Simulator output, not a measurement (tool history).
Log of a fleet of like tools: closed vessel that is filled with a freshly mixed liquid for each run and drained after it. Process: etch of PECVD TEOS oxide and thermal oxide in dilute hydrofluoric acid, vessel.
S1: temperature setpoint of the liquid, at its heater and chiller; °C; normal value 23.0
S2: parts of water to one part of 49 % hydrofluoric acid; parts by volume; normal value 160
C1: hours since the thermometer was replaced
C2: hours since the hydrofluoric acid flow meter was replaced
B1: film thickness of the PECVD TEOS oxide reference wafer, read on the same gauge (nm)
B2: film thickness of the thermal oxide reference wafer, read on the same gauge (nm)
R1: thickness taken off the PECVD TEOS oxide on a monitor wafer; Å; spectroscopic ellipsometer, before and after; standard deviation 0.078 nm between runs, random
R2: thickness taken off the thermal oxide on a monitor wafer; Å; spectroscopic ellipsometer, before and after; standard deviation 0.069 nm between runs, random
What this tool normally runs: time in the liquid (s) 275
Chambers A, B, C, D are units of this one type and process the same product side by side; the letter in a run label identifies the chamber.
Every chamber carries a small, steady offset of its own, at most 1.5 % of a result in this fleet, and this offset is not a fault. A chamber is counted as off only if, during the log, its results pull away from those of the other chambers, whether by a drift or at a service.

Run 1A, hour 8.6: usual settings; C1 116.2; C2 316.5; B1 70.016; B2 29.998. Result: R1 132.550 Å, R2 73.897 Å.
Run 2D, hour 18.4: usual settings; C1 303.1; C2 735.9; B1 70.077; B2 29.978. Result: R1 133.050 Å, R2 71.846 Å.
Run 3C, hour 29.1: usual settings; C1 290.3; C2 1213.3; B1 69.981; B2 29.986. Result: R1 130.690 Å, R2 73.136 Å.
Run 4B, hour 37.9: usual settings; C1 43.8; C2 253.8; B1 69.953; B2 30.030. Result: R1 133.700 Å, R2 72.910 Å.
Run 5C, hour 47.3: usual settings; C1 308.5; C2 1231.5; B1 70.016; B2 30.001. Result: R1 130.960 Å, R2 73.229 Å.
Run 6D, hour 56.9: usual settings; C1 341.6; C2 774.4; B1 69.976; B2 30.029. Result: R1 132.520 Å, R2 71.717 Å.
Run 7A, hour 65.2: usual settings; C1 172.8; C2 373.1; B1 70.032; B2 30.011. Result: R1 133.620 Å, R2 71.550 Å.
Run 8B, hour 76.4: usual settings; C1 82.3; C2 292.3; B1 69.983; B2 29.960. Result: R1 134.290 Å, R2 72.213 Å.
Run 9B, hour 84.6: usual settings; C1 90.5; C2 300.5; B1 69.971; B2 30.024. Result: R1 133.190 Å, R2 73.474 Å.
Run 10C, hour 95.3: usual settings; C1 356.5; C2 1279.5; B1 70.000; B2 29.958. Result: R1 129.720 Å, R2 72.695 Å.
Run 11D, hour 104.7: usual settings; C1 389.4; C2 822.2; B1 70.049; B2 30.017. Result: R1 133.050 Å, R2 72.393 Å.
Run 12A, hour 115.7: usual settings; C1 223.3; C2 423.6; B1 69.981; B2 29.980. Result: R1 133.370 Å, R2 74.245 Å.
Run 13C, hour 120.9: usual settings but S2 130 parts by volume, time in the liquid (s) 430; C1 382.1; C2 1305.1; B1 69.993; B2 30.011. Result: R1 259.960 Å, R2 145.190 Å.
Run 14A, hour 131.6: usual settings but S2 130 parts by volume, time in the liquid (s) 430; C1 239.2; C2 439.5; B1 69.992; B2 29.991. Result: R1 261.980 Å, R2 142.610 Å.
Run 15D, hour 142.8: usual settings but S2 130 parts by volume, time in the liquid (s) 430; C1 427.5; C2 860.3; B1 69.991; B2 29.987. Result: R1 262.690 Å, R2 142.090 Å.
Run 16B, hour 153.5: usual settings but S2 130 parts by volume, time in the liquid (s) 430; C1 159.4; C2 369.4; B1 70.005; B2 30.008. Result: R1 264.480 Å, R2 146.820 Å.
Run 17B, hour 158.9: usual settings; C1 164.8; C2 374.8; B1 69.975; B2 30.003. Result: R1 132.450 Å, R2 74.480 Å.
Run 18A, hour 167.4: usual settings; C1 275.0; C2 475.3; B1 70.012; B2 30.006. Result: R1 131.780 Å, R2 74.394 Å.
Run 19D, hour 176.0: usual settings but S1 20.5 °C, time in the liquid (s) 335; C1 460.7; C2 893.5; B1 69.974; B2 30.039. Result: R1 147.210 Å, R2 79.879 Å.
Run 20C, hour 186.1: usual settings but S1 20.5 °C, time in the liquid (s) 335; C1 447.3; C2 1370.3; B1 69.977; B2 29.995. Result: R1 143.090 Å, R2 81.675 Å.
Run 21A, hour 193.1: usual settings but S1 20.5 °C, time in the liquid (s) 335; C1 300.7; C2 501.0; B1 70.005; B2 30.018. Result: R1 147.570 Å, R2 81.843 Å.
Run 22C, hour 202.8: usual settings but S1 20.5 °C, time in the liquid (s) 335; C1 464.0; C2 1387.0; B1 69.987; B2 29.992. Result: R1 144.270 Å, R2 79.598 Å.
Run 23D, hour 208.6: usual settings; C1 493.3; C2 926.1; B1 69.995; B2 30.035. Result: R1 131.550 Å, R2 71.895 Å.
Run 24B, hour 215.4: usual settings; C1 221.3; C2 431.3; B1 69.976; B2 29.990. Result: R1 132.870 Å, R2 73.559 Å.
At hour 223.2: chamber B: hydrofluoric acid flow meter replaced.
Run 25B, hour 224.8: usual settings; C1 230.7; C2 1.7; B1 70.020; B2 29.983. Result: R1 132.500 Å, R2 72.097 Å.
Run 26A, hour 235.1: usual settings; C1 342.7; C2 543.0; B1 70.034; B2 30.043. Result: R1 132.340 Å, R2 72.792 Å.
Run 27C, hour 244.9: usual settings; C1 506.1; C2 1429.1; B1 69.981; B2 30.007. Result: R1 128.500 Å, R2 72.955 Å.
Run 28D, hour 256.0: usual settings; C1 540.7; C2 973.5; B1 70.006; B2 30.008. Result: R1 132.820 Å, R2 71.692 Å.
Run 29C, hour 264.9: usual settings but S1 19.5 °C, S2 95 parts by volume; C1 526.1; C2 1449.1; B1 69.996; B2 30.032. Result: R1 206.310 Å, R2 115.470 Å.
Run 30B, hour 271.3: usual settings but S1 19.5 °C, S2 95 parts by volume; C1 277.2; C2 48.2; B1 69.960; B2 29.992. Result: R1 211.240 Å, R2 115.950 Å.
Run 31A, hour 277.1: usual settings but S1 19.5 °C, S2 95 parts by volume; C1 384.7; C2 585.0; B1 69.948; B2 30.025. Result: R1 208.530 Å, R2 117.410 Å.
Run 32D, hour 282.1: usual settings but S1 19.5 °C, S2 95 parts by volume; C1 566.8; C2 999.6; B1 69.962; B2 29.999. Result: R1 207.760 Å, R2 115.530 Å.
Run 33B, hour 293.0: usual settings; C1 298.9; C2 69.9; B1 70.005; B2 30.008. Result: R1 133.400 Å, R2 72.746 Å.
Run 34D, hour 299.3: usual settings; C1 584.0; C2 1016.8; B1 69.983; B2 29.966. Result: R1 132.510 Å, R2 72.283 Å.
Run 35A, hour 304.8: usual settings; C1 412.4; C2 612.7; B1 70.033; B2 30.010. Result: R1 132.070 Å, R2 73.065 Å.
Run 36C, hour 312.7: usual settings; C1 573.9; C2 1496.9; B1 69.998; B2 29.991. Result: R1 129.970 Å, R2 74.040 Å.
Run 37A, hour 321.3: usual settings but S2 215 parts by volume; C1 428.9; C2 629.2; B1 69.980; B2 30.029. Result: R1 91.833 Å, R2 50.851 Å.
Run 38D, hour 332.7: usual settings but S2 215 parts by volume; C1 617.4; C2 1050.2; B1 69.962; B2 30.024. Result: R1 92.841 Å, R2 50.538 Å.
Run 39B, hour 337.8: usual settings but S2 215 parts by volume; C1 343.7; C2 114.7; B1 69.988; B2 30.013. Result: R1 93.265 Å, R2 51.032 Å.
Run 40C, hour 345.9: usual settings but S2 215 parts by volume; C1 607.1; C2 1530.1; B1 70.002; B2 29.965. Result: R1 91.081 Å, R2 50.741 Å.
Run 41B, hour 351.1: usual settings; C1 357.0; C2 128.0; B1 70.008; B2 29.957. Result: R1 132.490 Å, R2 75.042 Å.
Run 42C, hour 362.5: usual settings; C1 623.7; C2 1546.7; B1 70.003; B2 29.983. Result: R1 129.430 Å, R2 73.358 Å.
Run 43A, hour 371.0: usual settings but S1 19.5 °C, time in the liquid (s) 210; C1 478.6; C2 678.9; B1 69.985; B2 29.965. Result: R1 89.083 Å, R2 48.807 Å.

Next, all 4 chambers run the settings below, one line each with question marks for the results. What does each chamber give?
Run 44A, hour 379.4: usual settings. Result: R1 ?, R2 ?.
Run 44B, hour 379.4: usual settings. Result: R1 ?, R2 ?.
Run 44C, hour 379.4: usual settings. Result: R1 ?, R2 ?.
Run 44D, hour 379.4: usual settings. Result: R1 ?, R2 ?.

run       R1      R2
44A  133.240  74.306
44B  133.900  72.317
44C  131.360  72.939
44D  132.510  71.180
